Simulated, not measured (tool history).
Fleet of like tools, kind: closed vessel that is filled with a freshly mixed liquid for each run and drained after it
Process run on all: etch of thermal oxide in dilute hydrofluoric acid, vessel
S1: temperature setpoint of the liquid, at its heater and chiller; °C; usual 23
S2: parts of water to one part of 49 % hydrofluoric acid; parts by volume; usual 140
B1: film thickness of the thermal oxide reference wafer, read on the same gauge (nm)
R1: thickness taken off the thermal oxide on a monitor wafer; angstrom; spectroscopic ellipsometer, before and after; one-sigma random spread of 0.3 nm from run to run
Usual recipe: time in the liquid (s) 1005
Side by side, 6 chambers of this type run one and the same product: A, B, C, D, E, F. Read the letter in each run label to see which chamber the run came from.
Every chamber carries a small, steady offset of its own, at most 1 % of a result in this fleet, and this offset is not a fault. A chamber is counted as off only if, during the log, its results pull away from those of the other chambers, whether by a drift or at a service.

{"run": "1F", "hour": 5.8, "S1": 23, "S2": 140, "time in the liquid (s)": 1005, "B1": 40.007, "R1": 327.53}
{"run": "2B", "hour": 13.4, "S1": 23, "S2": 140, "time in the liquid (s)": 1005, "B1": 40.02, "R1": 312.89}
{"run": "3A", "hour": 18.2, "S1": 23, "S2": 140, "time in the liquid (s)": 1005, "B1": 39.978, "R1": 322.94}
{"run": "4E", "hour": 25.0, "S1": 23, "S2": 140, "time in the liquid (s)": 1005, "B1": 40.02, "R1": 323.82}
{"run": "5C", "hour": 29.3, "S1": 23, "S2": 140, "time in the liquid (s)": 1005, "B1": 40.015, "R1": 319.64}
{"run": "6D", "hour": 37.2, "S1": 23, "S2": 140, "time in the liquid (s)": 1005, "B1": 39.99, "R1": 315.97}
{"run": "7D", "hour": 41.6, "S1": 23, "S2": 140, "time in the liquid (s)": 1005, "B1": 39.969, "R1": 327.09}
{"run": "8A", "hour": 46.8, "S1": 23, "S2": 140, "time in the liquid (s)": 1005, "B1": 40.025, "R1": 319.7}
{"run": "9B", "hour": 51.7, "S1": 23, "S2": 140, "time in the liquid (s)": 745, "B1": 39.984, "R1": 235.26}
{"run": "10F", "hour": 55.6, "S1": 23, "S2": 140, "time in the liquid (s)": 745, "B1": 40.001, "R1": 239.63}
{"run": "11E", "hour": 59.2, "S1": 23, "S2": 140, "time in the liquid (s)": 745, "B1": 39.972, "R1": 238.83}
{"run": "12C", "hour": 66.9, "S1": 23, "S2": 140, "time in the liquid (s)": 745, "B1": 40.01, "R1": 240.01}
{"run": "13C", "hour": 72.2, "S1": 23, "S2": 140, "time in the liquid (s)": 745, "B1": 39.979, "R1": 236.66}
{"run": "14E", "hour": 76.9, "S1": 23, "S2": 140, "time in the liquid (s)": 745, "B1": 39.99, "R1": 238.83}
{"run": "15D", "hour": 83.4, "S1": 23, "S2": 140, "time in the liquid (s)": 1005, "B1": 40.023, "R1": 321.75}
{"run": "16B", "hour": 90.0, "S1": 23, "S2": 140, "time in the liquid (s)": 1005, "B1": 40.007, "R1": 314.37}
{"run": "17F", "hour": 93.9, "S1": 23, "S2": 140, "time in the liquid (s)": 1005, "B1": 39.975, "R1": 318.11}
{"run": "18A", "hour": 99.5, "S1": 23, "S2": 140, "time in the liquid (s)": 1005, "B1": 39.966, "R1": 318.94}
{"run": "19F", "hour": 107.0, "S1": 23, "S2": 140, "time in the liquid (s)": 1005, "B1": 40.019, "R1": 323.35}
{"run": "20C", "hour": 112.8, "S1": 23, "S2": 140, "time in the liquid (s)": 1005, "B1": 40, "R1": 320.51}
{"run": "21B", "hour": 116.7, "S1": 23, "S2": 140, "time in the liquid (s)": 1005, "B1": 40.01, "R1": 316.53}
{"run": "22E", "hour": 122.0, "S1": 23, "S2": 140, "time in the liquid (s)": 1005, "B1": 40.003, "R1": 324.83}
{"run": "23D", "hour": 125.7, "S1": 23, "S2": 140, "time in the liquid (s)": 1005, "B1": 40.025, "R1": 317.63}
{"run": "24A", "hour": 129.6, "S1": 23, "S2": 140, "time in the liquid (s)": 1005, "B1": 39.999, "R1": 322.27}
{"run": "25D", "hour": 134.7, "S1": 23, "S2": 140, "time in the liquid (s)": 1005, "B1": 40.007, "R1": 316.57}
{"run": "26C", "hour": 138.9, "S1": 23, "S2": 140, "time in the liquid (s)": 1005, "B1": 39.999, "R1": 318.87}
{"run": "27E", "hour": 145.6, "S1": 27, "S2": 195, "time in the liquid (s)": 1005, "B1": 39.981, "R1": 252.61}
{"hour": 150.2, "done": "chamber F: hydrofluoric acid flow meter replaced"}
{"run": "28F", "hour": 150.8, "S1": 27, "S2": 195, "time in the liquid (s)": 1005, "B1": 40.002, "R1": 253.65}
{"run": "29A", "hour": 154.4, "S1": 27, "S2": 195, "time in the liquid (s)": 1005, "B1": 40.047, "R1": 251.58}
{"run": "30B", "hour": 159.0, "S1": 27, "S2": 195, "time in the liquid (s)": 1005, "B1": 39.995, "R1": 250.44}
{"run": "31C", "hour": 163.4, "S1": 27, "S2": 195, "time in the liquid (s)": 1005, "B1": 39.998, "R1": 248.3}
{"hour": 165.7, "done": "chamber F: thermometer replaced"}
{"run": "32B", "hour": 168.3, "S1": 27, "S2": 195, "time in the liquid (s)": 1005, "B1": 40.03, "R1": 248.27}
{"run": "33F", "hour": 173.2, "S1": 23, "S2": 140, "time in the liquid (s)": 1005, "B1": 40.015, "R1": 311.4}
{"run": "34A", "hour": 178.0, "S1": 23, "S2": 140, "time in the liquid (s)": 1005, "B1": 40.011, "R1": 319.84}
{"run": "35E", "hour": 181.5, "S1": 23, "S2": 140, "time in the liquid (s)": 1005, "B1": 39.991, "R1": 321.6}
{"run": "36D", "hour": 186.1, "S1": 23, "S2": 140, "time in the liquid (s)": 1005, "B1": 40.002, "R1": 311.31}
{"run": "37E", "hour": 193.6, "S1": 23, "S2": 140, "time in the liquid (s)": 1005, "B1": 39.998, "R1": 322.31}
{"hour": 197.1, "done": "chamber B: hydrofluoric acid flow meter replaced"}
{"run": "38C", "hour": 201.4, "S1": 23, "S2": 140, "time in the liquid (s)": 1005, "B1": 39.99, "R1": 318.37}
{"run": "39F", "hour": 204.9, "S1": 23, "S2": 140, "time in the liquid (s)": 1005, "B1": 39.98, "R1": 319.6}
{"run": "40A", "hour": 208.4, "S1": 23, "S2": 140, "time in the liquid (s)": 1005, "B1": 40.007, "R1": 316.93}
{"run": "41B", "hour": 214.4, "S1": 23, "S2": 140, "time in the liquid (s)": 1005, "B1": 39.989, "R1": 317.21}
{"run": "42D", "hour": 222.2, "S1": 23, "S2": 140, "time in the liquid (s)": 1005, "B1": 40.007, "R1": 308.93}
{"run": "43B", "hour": 227.3, "S1": 23, "S2": 140, "time in the liquid (s)": 1005, "B1": 40.02, "R1": 316.35}
{"run": "44D", "hour": 234.3, "S1": 23, "S2": 140, "time in the liquid (s)": 1005, "B1": 40.009, "R1": 302.06}

Is one chamber out of step, is the gauge drifting, or do the chambers differ by no more than their own small offsets? For an off chamber, give its letter and the likeliest cause.

It is chamber D that slowly wanders off from its peers.
Cause: hydrofluoric acid flow below the setpoint (%) = 5.17.
The log might look much the same if the cause were instead: liquid colder than its thermometer reads (K).

Here are 4 candidates for chamber D's next run, each the usual settings with a change, their results left as question marks. Which one brings its results back in line with what the others give on the usual settings?
Allowed miss from the other chambers' usual-settings mean, per result, to count as in line: R1 11 angstrom
{"run": "45D-1", "hour": 240.1, "S1": 23, "S2": 140, "time in the liquid (s)": 955, "R1": "?"}
{"run": "45D-2", "hour": 240.1, "S1": 23.5, "S2": 140, "time in the liquid (s)": 1115, "R1": "?"}
{"run": "45D-3", "hour": 240.1, "S1": 23, "S2": 155, "time in the liquid (s)": 1005, "R1": "?"}
{"run": "45D-4", "hour": 240.1, "S1": 23, "S2": 135, "time in the liquid (s)": 1030, "R1": "?"}

Usual-settings mean across the other chambers: R1 319.72 angstrom
run=45D-1 R1=285.87
run=45D-2 R1=340.27
run=45D-3 R1=266.67
run=45D-4 R1=321.79
45D-4 is the one that brings the chamber's results back in line with the other chambers.
